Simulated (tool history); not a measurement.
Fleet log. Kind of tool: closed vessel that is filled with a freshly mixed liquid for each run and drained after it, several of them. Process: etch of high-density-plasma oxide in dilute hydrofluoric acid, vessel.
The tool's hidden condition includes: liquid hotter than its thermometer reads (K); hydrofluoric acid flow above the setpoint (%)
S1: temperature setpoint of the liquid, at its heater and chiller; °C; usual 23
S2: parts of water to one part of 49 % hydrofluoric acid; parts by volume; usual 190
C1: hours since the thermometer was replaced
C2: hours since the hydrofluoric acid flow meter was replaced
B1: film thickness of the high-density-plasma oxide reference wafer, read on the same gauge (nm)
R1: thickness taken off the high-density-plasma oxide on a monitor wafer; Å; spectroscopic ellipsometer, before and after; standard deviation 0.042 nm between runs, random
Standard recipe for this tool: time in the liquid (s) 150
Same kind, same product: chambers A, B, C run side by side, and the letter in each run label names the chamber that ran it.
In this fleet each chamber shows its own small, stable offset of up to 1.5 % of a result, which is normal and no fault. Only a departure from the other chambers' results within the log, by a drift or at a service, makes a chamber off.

{"run": "1B", "hour": 5.6, "S1": 23, "S2": 190, "time in the liquid (s)": 150, "C1": 1066.9, "C2": 891, "B1": 129.99, "R1": 51.309}
{"run": "2C", "hour": 8.8, "S1": 23, "S2": 190, "time in the liquid (s)": 150, "C1": 1250.6, "C2": 442.2, "B1": 130.03, "R1": 49.222}
{"run": "3A", "hour": 15.1, "S1": 23, "S2": 190, "time in the liquid (s)": 150, "C1": 1703, "C2": 73.5, "B1": 129.99, "R1": 50.409}
{"run": "4A", "hour": 20.0, "S1": 23, "S2": 190, "time in the liquid (s)": 150, "C1": 1707.9, "C2": 78.4, "B1": 130.01, "R1": 50.888}
{"run": "5B", "hour": 24.1, "S1": 19, "S2": 190, "time in the liquid (s)": 110, "C1": 1085.4, "C2": 909.5, "B1": 130.03, "R1": 31.751}
{"run": "6C", "hour": 29.6, "S1": 19, "S2": 190, "time in the liquid (s)": 110, "C1": 1271.4, "C2": 463, "B1": 129.98, "R1": 31.358}
{"run": "7A", "hour": 36.7, "S1": 19, "S2": 190, "time in the liquid (s)": 110, "C1": 1724.6, "C2": 95.1, "B1": 129.97, "R1": 31.84}
{"run": "8C", "hour": 41.7, "S1": 23, "S2": 190, "time in the liquid (s)": 150, "C1": 1283.5, "C2": 475.1, "B1": 129.99, "R1": 51.275}
{"run": "9B", "hour": 48.2, "S1": 23, "S2": 190, "time in the liquid (s)": 150, "C1": 1109.5, "C2": 933.6, "B1": 129.97, "R1": 50.735}
{"run": "10B", "hour": 51.9, "S1": 23, "S2": 190, "time in the liquid (s)": 150, "C1": 1113.2, "C2": 937.3, "B1": 129.98, "R1": 50.288}
{"run": "11A", "hour": 55.3, "S1": 23, "S2": 190, "time in the liquid (s)": 150, "C1": 1743.2, "C2": 113.7, "B1": 130.01, "R1": 51.362}
{"run": "12C", "hour": 61.5, "S1": 23, "S2": 190, "time in the liquid (s)": 150, "C1": 1303.3, "C2": 494.9, "B1": 130, "R1": 51.75}
{"run": "13C", "hour": 68.5, "S1": 23, "S2": 190, "time in the liquid (s)": 150, "C1": 1310.3, "C2": 501.9, "B1": 130.03, "R1": 52.659}
{"run": "14A", "hour": 74.9, "S1": 23, "S2": 190, "time in the liquid (s)": 150, "C1": 1762.8, "C2": 133.3, "B1": 130, "R1": 50.594}
{"run": "15B", "hour": 81.3, "S1": 23, "S2": 190, "time in the liquid (s)": 150, "C1": 1142.6, "C2": 966.7, "B1": 129.96, "R1": 50.445}
{"run": "16C", "hour": 86.9, "S1": 23, "S2": 190, "time in the liquid (s)": 150, "C1": 1328.7, "C2": 520.3, "B1": 129.98, "R1": 52.185}
{"run": "17A", "hour": 93.8, "S1": 23, "S2": 255, "time in the liquid (s)": 150, "C1": 1781.7, "C2": 152.2, "B1": 130.03, "R1": 35.397}
{"run": "18B", "hour": 98.5, "S1": 23, "S2": 255, "time in the liquid (s)": 150, "C1": 1159.8, "C2": 983.9, "B1": 130, "R1": 35.718}
{"run": "19B", "hour": 104.0, "S1": 23, "S2": 255, "time in the liquid (s)": 150, "C1": 1165.3, "C2": 989.4, "B1": 129.98, "R1": 35.68}
{"run": "20A", "hour": 109.0, "S1": 23, "S2": 190, "time in the liquid (s)": 150, "C1": 1796.9, "C2": 167.4, "B1": 130.02, "R1": 50.524}
{"hour": 114.8, "done": "chamber A: thermometer replaced"}
{"run": "21C", "hour": 115.6, "S1": 18, "S2": 190, "time in the liquid (s)": 120, "C1": 1357.4, "C2": 549, "B1": 129.98, "R1": 35.63}
{"run": "22C", "hour": 122.0, "S1": 18, "S2": 190, "time in the liquid (s)": 120, "C1": 1363.8, "C2": 555.4, "B1": 130.02, "R1": 35.435}
{"run": "23A", "hour": 125.6, "S1": 18, "S2": 190, "time in the liquid (s)": 120, "C1": 10.9, "C2": 184, "B1": 130.01, "R1": 33.26}
{"run": "24B", "hour": 130.8, "S1": 23, "S2": 190, "time in the liquid (s)": 150, "C1": 1192.1, "C2": 1016.2, "B1": 130.01, "R1": 50.854}
{"run": "25A", "hour": 137.6, "S1": 23, "S2": 190, "time in the liquid (s)": 150, "C1": 22.9, "C2": 196, "B1": 129.99, "R1": 50.668}
{"run": "26B", "hour": 142.7, "S1": 23, "S2": 190, "time in the liquid (s)": 150, "C1": 1204, "C2": 1028.1, "B1": 130, "R1": 51.214}
{"run": "27C", "hour": 147.6, "S1": 23, "S2": 190, "time in the liquid (s)": 150, "C1": 1389.4, "C2": 581, "B1": 130.01, "R1": 54.645}
{"run": "28A", "hour": 151.0, "S1": 27.5, "S2": 190, "time in the liquid (s)": 150, "C1": 36.3, "C2": 209.4, "B1": 130.02, "R1": 58.782}
{"run": "29C", "hour": 154.7, "S1": 27.5, "S2": 190, "time in the liquid (s)": 150, "C1": 1396.5, "C2": 588.1, "B1": 130, "R1": 64.382}

Next, every chamber runs the same settings. What will each give?
{"run": "30A", "hour": 159.8, "S1": 23, "S2": 190, "time in the liquid (s)": 150, "R1": "?"}
{"run": "30B", "hour": 159.8, "S1": 23, "S2": 190, "time in the liquid (s)": 150, "R1": "?"}
{"run": "30C", "hour": 159.8, "S1": 23, "S2": 190, "time in the liquid (s)": 150, "R1": "?"}

run=30A R1=50.111
run=30B R1=50.672
run=30C R1=55.697
